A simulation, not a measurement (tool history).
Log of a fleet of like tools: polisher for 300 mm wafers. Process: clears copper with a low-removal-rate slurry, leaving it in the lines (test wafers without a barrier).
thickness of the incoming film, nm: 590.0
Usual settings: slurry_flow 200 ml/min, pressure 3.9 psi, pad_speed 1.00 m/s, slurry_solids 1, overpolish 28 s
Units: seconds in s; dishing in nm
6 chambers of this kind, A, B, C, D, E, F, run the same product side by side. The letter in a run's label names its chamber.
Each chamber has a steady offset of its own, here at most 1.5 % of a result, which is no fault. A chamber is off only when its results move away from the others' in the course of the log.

run   hour  slurry_flow  pressure  pad_speed  slurry_solids  overpolish  seconds  dishing
 1E    4.7          200       3.9       1.00              1          28   139.36   76.739
 2C    7.4          200       3.9       1.00              1          28   136.65   79.250
 3B   12.6          200       3.9       1.00              1          28   139.19   75.447
 4D   16.9          200       3.9       1.00              1          28   138.05   77.363
 5F   22.9          200       5.1       0.74              1          28   142.08   76.854
 6A   27.8          200       5.1       0.74              1          28   138.87   74.591
      30.2  -- chamber A: worn pad replaced by a new one
      32.1  -- chamber C: worn pad replaced by a new one
 7F   32.5          200       5.1       0.74              1          28   141.42   77.928
 8A   38.3          200       5.1       0.74              1          28   139.02   74.755
 9D   43.9          200       5.1       0.74              1          28   144.14   75.234
10B   48.3          200       5.1       0.74              1          28   145.08   75.853
11C   54.0          200       3.9       1.00              1          28   137.88   78.406
12E   60.2          200       3.9       1.00              1          28   141.25   74.427
      62.4  -- chamber F: slurry blender recalibrated
13F   65.3          200       3.9       1.00              1          28   138.51   76.674
14B   71.6          200       3.9       1.00              1          28   141.22   71.452
      73.7  -- chamber F: worn pad replaced by a new one
      74.8  -- chamber D: worn pad replaced by a new one
15D   77.9          200       3.9       1.00              1          28   138.13   74.306
16E   80.9          200       3.9       1.00              1          28   139.81   73.618
      84.7  -- chamber C: slurry blender recalibrated
17C   86.6          200       3.9       1.00              1          28   135.63   76.508
18A   89.7          200       3.9       1.00              1          28   139.63   79.456
19E   92.7          200       3.9       1.00              1          28   139.31   75.758
20F   95.6          200       3.9       1.00              1          28   138.11   77.929
21A   99.2          200       3.9       1.00              1          28   137.77   77.153
22C  102.2          270       3.9       1.22              1          28   108.83   93.224
23D  108.5          270       3.9       1.22              1          28   110.66   91.153
24B  114.6          270       3.9       1.22              1          28   115.95   90.004
     116.8  -- chamber D: head pressure recalibrated
25E  119.9          270       3.9       1.22              1          28   111.97   90.763
     121.4  -- chamber B: head pressure recalibrated
26B  126.1          270       3.9       1.22              1          28   116.14   88.254
27A  129.9          270       3.9       1.22              1          28   107.93   92.215
28D  133.4          200       3.9       1.00              1          28   136.79   75.812
29F  136.7          200       3.9       1.00              1          28   137.13   75.584
     139.7  -- chamber D: slurry blender recalibrated
30C  142.6          200       3.9       1.00              1          28   136.15   76.961
31C  147.5          200       3.9       1.00              1          28   135.95   75.847
32D  152.0          200       3.9       1.00              1          28   138.96   74.956
     153.5  -- chamber E: worn pad replaced by a new one
     154.1  -- chamber D: worn pad replaced by a new one
33A  157.2          200       3.9       1.00              1          28   137.16   79.732
34F  161.0          200       3.9       1.00              1          28   138.55   76.095
     162.7  -- chamber B: slurry blender recalibrated
35E  164.0          200       3.9       1.00              1          28   141.65   74.388
36B  169.9          200       3.9       1.00              1          28   148.95   69.727
37E  172.9          200       3.9       1.00              1          28   138.97   76.060
38D  176.5          200       3.9       1.00              1          28   137.61   77.582
39B  180.2          200       3.9       1.00              1          28   150.84   74.119

Is one chamber off against the others, does the gauge drift, or is nothing wrong? If a chamber is off, say which, and what the likeliest cause is.

Chamber B drifts away from the others.
Cause: removal rate lost through wear of the pad, % = 7.16.
The log may not tell that from: slurry flow missing at the pad, %.

Here are 4 candidates for chamber B's next run, each the usual settings with a change, their results left as question marks. Which one brings its results back in line with what the others give on the usual settings?
In line means no further than this from the other chambers' mean on the usual settings: seconds 4.60 s; dishing 5.800 nm
40B-1  184.7          200       3.6       0.92              1          28        ?        ?
40B-2  184.7          200       4.1       1.04              1          28        ?        ?
40B-3  184.7          200       4.2       1.08              1          28        ?        ?
40B-4  184.7          200       3.7       0.96              1          28        ?        ?

The other chambers' mean on the usual settings: seconds 138.23 s; dishing 76.184 nm
  run  seconds  dishing
40B-1   177.35   61.399
40B-2   137.82   75.953
40B-3   129.60   79.846
40B-4   165.43   65.120
40B-2 brings the chamber back in line.

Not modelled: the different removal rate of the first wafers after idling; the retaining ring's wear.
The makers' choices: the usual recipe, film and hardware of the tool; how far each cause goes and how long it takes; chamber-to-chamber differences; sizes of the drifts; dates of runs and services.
